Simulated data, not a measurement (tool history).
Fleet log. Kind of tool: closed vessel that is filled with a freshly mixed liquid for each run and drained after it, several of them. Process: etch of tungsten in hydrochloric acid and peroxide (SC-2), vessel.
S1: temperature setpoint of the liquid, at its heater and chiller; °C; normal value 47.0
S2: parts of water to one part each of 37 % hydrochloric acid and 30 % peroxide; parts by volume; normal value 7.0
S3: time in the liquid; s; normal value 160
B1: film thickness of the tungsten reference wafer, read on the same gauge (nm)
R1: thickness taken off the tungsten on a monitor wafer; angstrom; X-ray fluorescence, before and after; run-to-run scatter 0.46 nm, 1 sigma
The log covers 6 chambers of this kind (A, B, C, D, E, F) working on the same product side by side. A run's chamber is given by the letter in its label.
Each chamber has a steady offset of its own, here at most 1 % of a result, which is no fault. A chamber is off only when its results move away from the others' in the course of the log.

| run | day | S1 | S2 | S3 | B1 | R1 |
|---|---|---|---|---|---|---|
|  | 0.312 | chamber F: thermometer replaced |
| 1B | 0.317 | 47.0 | 7.0 | 160 | 80.006 | 524.75 |
| 2E | 0.529 | 47.0 | 7.0 | 160 | 79.982 | 519.50 |
| 3A | 0.950 | 47.0 | 7.0 | 160 | 80.017 | 525.96 |
| 4F | 1.333 | 47.0 | 7.0 | 160 | 80.004 | 507.22 |
| 5D | 1.550 | 47.0 | 7.0 | 160 | 80.031 | 523.68 |
|  | 1.642 | chamber B: new drum of peroxide connected |
| 6C | 1.912 | 47.0 | 7.0 | 160 | 80.018 | 508.96 |
| 7C | 2.221 | 47.0 | 7.0 | 160 | 80.011 | 512.27 |
| 8E | 2.429 | 47.0 | 7.0 | 130 | 79.970 | 417.85 |
|  | 2.708 | chamber D: chemicals flow meter replaced |
| 9D | 2.800 | 47.0 | 7.0 | 130 | 80.006 | 426.81 |
| 10A | 3.138 | 47.0 | 7.0 | 130 | 80.015 | 419.88 |
| 11F | 3.362 | 47.0 | 7.0 | 130 | 80.007 | 422.86 |
| 12B | 3.633 | 47.0 | 7.0 | 130 | 80.024 | 417.29 |
| 13E | 3.933 | 47.0 | 7.0 | 130 | 80.009 | 425.66 |
| 14B | 4.288 | 47.0 | 7.0 | 160 | 80.014 | 522.38 |
|  | 4.392 | chamber F: new drum of peroxide connected |
|  | 4.504 | chamber F: chemicals flow meter replaced |
| 15C | 4.633 | 47.0 | 7.0 | 160 | 79.991 | 522.27 |
| 16D | 4.975 | 47.0 | 7.0 | 125 | 79.969 | 411.67 |
| 17A | 5.158 | 47.0 | 7.0 | 125 | 80.026 | 407.89 |
| 18F | 5.575 | 47.0 | 7.0 | 125 | 80.012 | 404.91 |
| 19F | 5.796 | 47.0 | 7.0 | 125 | 79.974 | 405.73 |
| 20E | 6.029 | 47.0 | 7.0 | 125 | 80.018 | 402.85 |
| 21B | 6.388 | 47.0 | 7.0 | 125 | 79.992 | 407.71 |
| 22C | 6.688 | 47.0 | 7.0 | 160 | 80.029 | 514.12 |
| 23D | 6.938 | 47.0 | 7.0 | 160 | 79.977 | 523.19 |
|  | 7.292 | chamber C: chemicals flow meter replaced |
| 24A | 7.354 | 47.0 | 7.0 | 160 | 79.984 | 520.50 |
| 25E | 7.671 | 47.0 | 7.0 | 250 | 79.999 | 807.70 |
| 26F | 7.925 | 47.0 | 7.0 | 250 | 79.992 | 805.14 |
| 27C | 8.204 | 47.0 | 7.0 | 250 | 79.998 | 818.56 |
| 28D | 8.450 | 47.0 | 7.0 | 250 | 79.998 | 814.96 |
| 29A | 8.633 | 47.0 | 7.0 | 250 | 80.033 | 826.22 |
| 30B | 8.979 | 47.0 | 7.0 | 250 | 80.022 | 802.70 |
| 31B | 9.238 | 47.0 | 7.0 | 160 | 79.979 | 518.83 |
| 32D | 9.625 | 47.0 | 7.0 | 160 | 80.029 | 534.61 |
| 33F | 9.962 | 47.0 | 7.0 | 160 | 80.008 | 517.90 |
| 34E | 10.246 | 47.0 | 7.0 | 160 | 79.988 | 508.71 |
| 35C | 10.667 | 47.0 | 7.0 | 160 | 80.008 | 504.48 |
| 36A | 11.038 | 47.0 | 7.0 | 160 | 79.997 | 513.77 |
| 37B | 11.321 | 47.0 | 9.5 | 160 | 79.987 | 400.99 |
| 38F | 11.517 | 47.0 | 9.5 | 160 | 80.013 | 413.71 |
| 39E | 11.854 | 47.0 | 9.5 | 160 | 80.009 | 390.17 |
| 40C | 12.096 | 47.0 | 9.5 | 160 | 79.993 | 401.60 |
| 41A | 12.454 | 47.0 | 9.5 | 160 | 79.987 | 408.46 |

What goes on in this fleet: one chamber off, a drifting gauge, or nothing beyond the chambers' own small offsets? Name the chamber and the cause, if any.

Chamber E drifts away from the others.
What lies behind it: liquid colder than its thermometer reads (K) = 0.787.
The log may not tell that from: chemicals flow below the setpoint (%); peroxide weaker than its label (%).

Which of the 4 candidates below, each the usual settings with something changed and its results left as question marks, puts chamber E back in line with what the other chambers give on the usual settings?
In-line tolerance around the mean of the other chambers on the usual settings: R1 16.00 angstrom
| 42E-1 | 12.754 | 47.0 | 7.5 | 160 |  | ? |
| 42E-2 | 12.754 | 46.0 | 7.0 | 155 |  | ? |
| 42E-3 | 12.754 | 47.0 | 6.5 | 160 |  | ? |
| 42E-4 | 12.754 | 48.0 | 7.0 | 165 |  | ? |

Usual-settings mean across the other chambers: R1 519.96 angstrom
| run | R1 |
|---|---|
| 42E-1 | 469.23 |
| 42E-2 | 447.41 |
| 42E-3 | 523.54 |
| 42E-4 | 546.70 |
The answer is 42E-3, which returns the chamber to within the allowed miss of the others.
